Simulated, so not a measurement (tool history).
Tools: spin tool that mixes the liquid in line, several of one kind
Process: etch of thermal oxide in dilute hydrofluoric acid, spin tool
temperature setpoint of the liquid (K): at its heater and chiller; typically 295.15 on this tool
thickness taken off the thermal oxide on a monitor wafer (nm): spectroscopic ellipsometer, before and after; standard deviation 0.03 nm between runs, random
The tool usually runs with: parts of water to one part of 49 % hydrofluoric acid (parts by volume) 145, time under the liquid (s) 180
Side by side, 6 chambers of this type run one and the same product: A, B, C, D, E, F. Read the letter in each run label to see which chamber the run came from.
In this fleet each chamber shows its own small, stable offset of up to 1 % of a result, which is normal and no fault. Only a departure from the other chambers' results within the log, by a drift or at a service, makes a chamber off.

run	day	temperature setpoint of the liquid (K)	parts of water to one part of 49 % hydrofluoric acid (parts by volume)	time under the liquid (s)	hours since the thermometer was replaced	hours since the hydrofluoric acid flow meter was replaced	read-back film thickness of the thermal oxide reference wafer, read on the same gauge (nm)	thickness taken off the thermal oxide on a monitor wafer (nm)
1C	0.121	295.15	145	180	101.3	1448.9	109.99	4.9328
2B	0.296	295.15	145	180	332.2	409.6	110.01	4.9012
3A	0.412	295.15	145	180	1080.7	153.2	110	4.948
4D	0.575	295.15	145	180	2210.6	804.1	110	4.9399
5E	0.758	295.15	145	180	603.8	717.3	110	4.943
6F	0.925	295.15	145	180	1084.6	1957.5	110.04	4.8148
7D	1.092	295.15	145	180	2223	816.5	110.02	4.8681
8A	1.288	295.15	145	180	1101.7	174.2	109.99	4.8657
9F	1.425	295.15	145	180	1096.6	1969.5	109.99	4.8485
10C	1.621	295.15	145	180	137.3	1484.9	110	4.9946
# day 1.758: chamber F: hydrofluoric acid flow meter replaced
11B	1.783	295.15	145	180	367.9	445.3	110.01	4.9447
12E	1.896	295.15	145	180	631.1	744.6	109.99	4.8813
13C	2.038	297.15	145	110	147.3	1494.9	110.01	3.2499
14D	2.154	297.15	145	110	2248.5	842	110	3.2608
15F	2.321	297.15	145	110	1118.1	13.6	109.98	3.1709
16A	2.496	297.15	145	110	1130.7	203.2	109.99	3.2173
17E	2.688	297.15	145	110	650.1	763.6	110.01	3.2162
18B	2.9	297.15	145	110	394.7	472.1	110.01	3.263
19A	3.029	295.15	145	180	1143.5	216	110.03	4.897
20E	3.15	295.15	145	180	661.2	774.7	110.02	4.888
21D	3.288	295.15	145	180	2275.7	869.2	110.02	4.8738
22B	3.388	295.15	145	180	406.4	483.8	109.97	4.9137
23F	3.583	295.15	145	180	1148.4	43.9	109.99	4.9232
24C	3.708	295.15	145	180	187.4	1535	110.03	4.9431
25F	3.892	295.15	145	180	1155.8	51.3	110.01	4.8516
26D	4.058	295.15	170	180	2294.2	887.7	110	4.061
27B	4.258	295.15	170	180	427.3	504.7	110	4.0453
28A	4.371	295.15	170	180	1175.7	248.2	110	4.0359
29C	4.471	295.15	170	180	205.7	1553.3	109.98	4.0513
30E	4.617	295.15	170	180	696.4	809.9	109.99	4.164
31B	4.783	295.15	170	180	439.9	517.3	109.99	4.0625
32F	4.896	295.15	145	180	1179.9	75.4	110.01	4.8022
33D	5.05	295.15	145	180	2318	911.5	109.99	4.901
34C	5.146	295.15	145	180	221.9	1569.5	110.04	4.9585
35E	5.262	295.15	145	180	711.9	825.4	110	5.0799
36A	5.433	295.15	145	180	1201.2	273.7	109.99	4.947
37E	5.542	295.15	145	180	718.6	832.1	110	5.1309
38B	5.746	295.15	145	180	463	540.4	110	4.9287
39F	5.954	295.15	145	180	1205.3	100.8	109.99	4.8274
40A	6.158	295.15	145	180	1218.6	291.1	110.01	4.9241

Next, every chamber runs the same settings. What will each give?
41A	6.312	295.15	145	180				?
41B	6.312	295.15	145	180				?
41C	6.312	295.15	145	180				?
41D	6.312	295.15	145	180				?
41E	6.312	295.15	145	180				?
41F	6.312	295.15	145	180				?

run	thickness taken off the thermal oxide on a monitor wafer (nm)
41A	4.8999
41B	4.9372
41C	4.8967
41D	4.9103
41E	5.178
41F	4.9195
